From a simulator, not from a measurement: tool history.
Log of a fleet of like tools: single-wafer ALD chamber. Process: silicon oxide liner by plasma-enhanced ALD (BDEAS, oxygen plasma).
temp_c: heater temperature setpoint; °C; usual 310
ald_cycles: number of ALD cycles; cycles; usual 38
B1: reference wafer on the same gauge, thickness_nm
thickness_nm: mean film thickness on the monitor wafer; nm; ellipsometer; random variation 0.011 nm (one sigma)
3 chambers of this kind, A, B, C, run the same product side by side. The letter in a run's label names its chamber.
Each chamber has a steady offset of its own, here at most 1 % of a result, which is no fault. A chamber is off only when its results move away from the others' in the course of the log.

Run 1C, hour 13.1: usual settings; B1 3.2498. Result: thickness_nm 3.4526 nm.
Run 2A, hour 25.2: usual settings; B1 3.2481. Result: thickness_nm 3.4839 nm.
Run 3B, hour 39.1: usual settings; B1 3.2512. Result: thickness_nm 3.5318 nm.
Run 4A, hour 49.2: usual settings; B1 3.2479. Result: thickness_nm 3.4567 nm.
Run 5B, hour 64.7: usual settings; B1 3.2507. Result: thickness_nm 3.5224 nm.
Run 6C, hour 72.8: usual settings; B1 3.2479. Result: thickness_nm 3.467 nm.
Run 7C, hour 85.6: usual settings; B1 3.2477. Result: thickness_nm 3.4837 nm.
Run 8B, hour 95.6: usual settings; B1 3.2501. Result: thickness_nm 3.5347 nm.
Run 9A, hour 108.7: usual settings; B1 3.249. Result: thickness_nm 3.4679 nm.
Run 10C, hour 118.3: usual settings; B1 3.2485. Result: thickness_nm 3.4768 nm.
Run 11A, hour 127.3: usual settings; B1 3.25. Result: thickness_nm 3.47 nm.
Run 12B, hour 136.6: usual settings but temp_c 296 °C; B1 3.2482. Result: thickness_nm 3.6136 nm.
Run 13B, hour 152.4: usual settings but temp_c 296 °C; B1 3.2489. Result: thickness_nm 3.6384 nm.
Run 14A, hour 164.3: usual settings but temp_c 296 °C; B1 3.2498. Result: thickness_nm 3.5572 nm.
Run 15C, hour 179.5: usual settings but temp_c 322 °C, ald_cycles 33 cycles; B1 3.248. Result: thickness_nm 2.9675 nm.
Run 16C, hour 195.2: usual settings but temp_c 322 °C, ald_cycles 33 cycles; B1 3.2495. Result: thickness_nm 2.968 nm.
Run 17B, hour 207.2: usual settings but temp_c 322 °C, ald_cycles 33 cycles; B1 3.2488. Result: thickness_nm 3.0092 nm.
Run 18A, hour 218.6: usual settings; B1 3.2497. Result: thickness_nm 3.4837 nm.
Run 19A, hour 227.4: usual settings but temp_c 304 °C; B1 3.2487. Result: thickness_nm 3.5032 nm.
Run 20B, hour 241.6: usual settings but temp_c 304 °C; B1 3.248. Result: thickness_nm 3.5648 nm.
Run 21C, hour 254.2: usual settings but temp_c 304 °C; B1 3.25. Result: thickness_nm 3.4955 nm.
Run 22C, hour 262.7: usual settings; B1 3.2484. Result: thickness_nm 3.4824 nm.
Run 23A, hour 275.1: usual settings but temp_c 302 °C; B1 3.2515. Result: thickness_nm 3.5006 nm.
Run 24B, hour 284.8: usual settings but temp_c 302 °C; B1 3.2501. Result: thickness_nm 3.5634 nm.
Run 25B, hour 294.6: usual settings but temp_c 302 °C; B1 3.2482. Result: thickness_nm 3.5547 nm.
Run 26A, hour 301.8: usual settings; B1 3.2491. Result: thickness_nm 3.4823 nm.

What goes on in this fleet: one chamber off, a drifting gauge, or nothing beyond the chambers' own small offsets? Name the chamber and the cause, if any.

No chamber stands off beyond its own small offset, and the gauge holds steady.
